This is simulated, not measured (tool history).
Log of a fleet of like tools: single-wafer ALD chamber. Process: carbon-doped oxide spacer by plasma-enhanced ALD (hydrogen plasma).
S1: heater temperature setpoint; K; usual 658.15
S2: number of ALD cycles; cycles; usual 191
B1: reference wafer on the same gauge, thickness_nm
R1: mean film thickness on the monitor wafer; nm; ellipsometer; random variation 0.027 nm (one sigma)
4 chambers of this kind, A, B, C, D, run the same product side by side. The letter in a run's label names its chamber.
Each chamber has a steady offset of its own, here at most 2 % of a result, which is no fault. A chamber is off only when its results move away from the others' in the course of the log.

{"run": "1D", "hour": 5.8, "S1": 658.15, "S2": 191, "B1": 11.281, "R1": 9.4209}
{"run": "2A", "hour": 11.4, "S1": 658.15, "S2": 191, "B1": 11.282, "R1": 9.5061}
{"run": "3C", "hour": 17.6, "S1": 658.15, "S2": 191, "B1": 11.279, "R1": 9.5117}
{"run": "4B", "hour": 22.8, "S1": 658.15, "S2": 191, "B1": 11.274, "R1": 9.5289}
{"run": "5A", "hour": 28.1, "S1": 658.15, "S2": 191, "B1": 11.287, "R1": 9.5624}
{"run": "6C", "hour": 34.5, "S1": 666.15, "S2": 208, "B1": 11.28, "R1": 10.407}
{"run": "7D", "hour": 41.0, "S1": 666.15, "S2": 208, "B1": 11.28, "R1": 10.233}
{"run": "8B", "hour": 44.0, "S1": 666.15, "S2": 208, "B1": 11.284, "R1": 10.321}
{"run": "9A", "hour": 49.9, "S1": 666.15, "S2": 208, "B1": 11.285, "R1": 10.41}
{"run": "10D", "hour": 56.5, "S1": 658.15, "S2": 191, "B1": 11.277, "R1": 9.414}
{"run": "11C", "hour": 62.0, "S1": 658.15, "S2": 191, "B1": 11.281, "R1": 9.5217}
{"run": "12B", "hour": 65.3, "S1": 672.15, "S2": 211, "B1": 11.274, "R1": 10.482}
{"run": "13A", "hour": 71.0, "S1": 672.15, "S2": 211, "B1": 11.273, "R1": 10.533}
{"run": "14B", "hour": 76.1, "S1": 672.15, "S2": 211, "B1": 11.281, "R1": 10.543}
{"run": "15D", "hour": 82.3, "S1": 672.15, "S2": 211, "B1": 11.284, "R1": 10.386}
{"run": "16C", "hour": 86.0, "S1": 658.15, "S2": 191, "B1": 11.289, "R1": 9.5568}
{"run": "17D", "hour": 92.0, "S1": 658.15, "S2": 191, "B1": 11.281, "R1": 9.4052}
{"run": "18A", "hour": 95.5, "S1": 658.15, "S2": 203, "B1": 11.276, "R1": 10.133}
{"run": "19C", "hour": 102.3, "S1": 658.15, "S2": 203, "B1": 11.28, "R1": 10.108}
{"run": "20B", "hour": 108.7, "S1": 658.15, "S2": 203, "B1": 11.279, "R1": 10.069}
{"run": "21A", "hour": 114.9, "S1": 658.15, "S2": 203, "B1": 11.281, "R1": 10.148}
{"run": "22C", "hour": 120.7, "S1": 658.15, "S2": 191, "B1": 11.279, "R1": 9.5732}
{"run": "23B", "hour": 123.9, "S1": 672.15, "S2": 209, "B1": 11.282, "R1": 10.422}
{"run": "24D", "hour": 127.4, "S1": 672.15, "S2": 209, "B1": 11.29, "R1": 10.327}
{"run": "25B", "hour": 131.9, "S1": 672.15, "S2": 209, "B1": 11.282, "R1": 10.362}
{"run": "26A", "hour": 135.1, "S1": 672.15, "S2": 209, "B1": 11.285, "R1": 10.452}
{"run": "27D", "hour": 140.6, "S1": 658.15, "S2": 191, "B1": 11.283, "R1": 9.4027}
{"run": "28C", "hour": 146.7, "S1": 658.15, "S2": 191, "B1": 11.283, "R1": 9.5332}
{"run": "29A", "hour": 153.2, "S1": 658.15, "S2": 191, "B1": 11.272, "R1": 9.5663}
{"run": "30C", "hour": 158.0, "S1": 658.15, "S2": 191, "B1": 11.278, "R1": 9.547}
{"run": "31B", "hour": 164.9, "S1": 658.15, "S2": 191, "B1": 11.283, "R1": 9.5095}

Next, every chamber runs the same settings. What will each give?
{"run": "32A", "hour": 169.9, "S1": 658.15, "S2": 191, "R1": "?"}
{"run": "32B", "hour": 169.9, "S1": 658.15, "S2": 191, "R1": "?"}
{"run": "32C", "hour": 169.9, "S1": 658.15, "S2": 191, "R1": "?"}
{"run": "32D", "hour": 169.9, "S1": 658.15, "S2": 191, "R1": "?"}

run=32A R1=9.5576
run=32B R1=9.5241
run=32C R1=9.5402
run=32D R1=9.3888
